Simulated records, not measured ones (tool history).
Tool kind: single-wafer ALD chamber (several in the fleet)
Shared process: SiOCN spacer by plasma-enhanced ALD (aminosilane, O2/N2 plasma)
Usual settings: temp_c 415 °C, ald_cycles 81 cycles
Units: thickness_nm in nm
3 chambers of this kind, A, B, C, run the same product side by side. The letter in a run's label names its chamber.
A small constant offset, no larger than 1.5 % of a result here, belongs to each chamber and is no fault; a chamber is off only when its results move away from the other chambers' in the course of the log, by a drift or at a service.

run,day,temp_c,ald_cycles,hours since the last thermocouple change,"read-back reference wafer on the same gauge, thickness_nm",thickness_nm
1B,0.167,415,81,1769.5,4.5197,4.6969
2A,0.288,415,81,1442,4.5195,4.7137
3C,0.492,415,81,511.6,4.5188,4.6944
4A,0.617,415,81,1449.9,4.5179,4.7169
5B,0.767,401,69,1783.9,4.5171,4.1742
6C,0.896,401,69,521.3,4.5165,4.1667
7C,1.012,401,69,524.1,4.5167,4.175
8B,1.196,415,81,1794.2,4.5154,4.6884
9A,1.354,415,81,1467.6,4.5156,4.715
10A,1.446,415,81,1469.8,4.5155,4.7278
11B,1.596,415,81,1803.8,4.5149,4.6855
12C,1.721,415,81,541.1,4.516,4.683
13B,1.908,415,81,1811.3,4.5138,4.6883
14C,2.092,415,81,550,4.5125,4.6862
15A,2.233,415,81,1488.7,4.5137,4.7124
16C,2.371,415,81,556.7,4.5117,4.692
17A,2.575,415,81,1496.9,4.5112,4.7074
18B,2.771,415,81,1832,4.5109,4.6942
19C,2.954,415,81,570.7,4.51,4.6682
20B,3.046,415,81,1838.6,4.5092,4.6682
21A,3.154,426,73,1510.8,4.511,4.098
22B,3.321,426,73,1845.2,4.5089,4.0696
23C,3.412,426,73,581.7,4.5096,4.0683
24A,3.608,415,81,1521.7,4.5085,4.7074
25C,3.792,415,81,590.8,4.5078,4.6764
26A,3.912,415,81,1529,4.5079,4.7054
# day 4.058: chamber B: thermocouple changed; heater temperature recalibrated
27B,4.112,415,81,1.3,4.5072,4.6836
28B,4.242,415,81,4.4,4.5057,4.6892
29C,4.392,415,81,605.2,4.5047,4.6737
30A,4.554,415,81,1544.4,4.505,4.7001
31B,4.721,415,81,15.9,4.5055,4.6845
32A,4.912,415,96,1553,4.5032,5.5716
33C,5.021,415,96,620.3,4.5033,5.5428
34C,5.158,415,96,623.6,4.5032,5.5379
35A,5.288,415,81,1562,4.5025,4.7029
36B,5.425,415,81,32.8,4.5043,4.6766
37B,5.512,415,81,34.9,4.5017,4.6727
38C,5.654,415,81,635.5,4.5015,4.6685
39A,5.746,402,86,1573,4.5004,5.1902
40C,5.896,402,86,641.3,4.5003,5.1657
41B,6.067,402,86,48.2,4.4996,5.1658
42A,6.179,415,81,1583.4,4.4988,4.7052

Each of the 3 chambers runs these same settings next. Fill in every chamber's results:
43A,6.325,426,81,,,?
43B,6.325,426,81,,,?
43C,6.325,426,81,,,?

run,thickness_nm
43A,4.5426
43B,4.5175
43C,4.5143

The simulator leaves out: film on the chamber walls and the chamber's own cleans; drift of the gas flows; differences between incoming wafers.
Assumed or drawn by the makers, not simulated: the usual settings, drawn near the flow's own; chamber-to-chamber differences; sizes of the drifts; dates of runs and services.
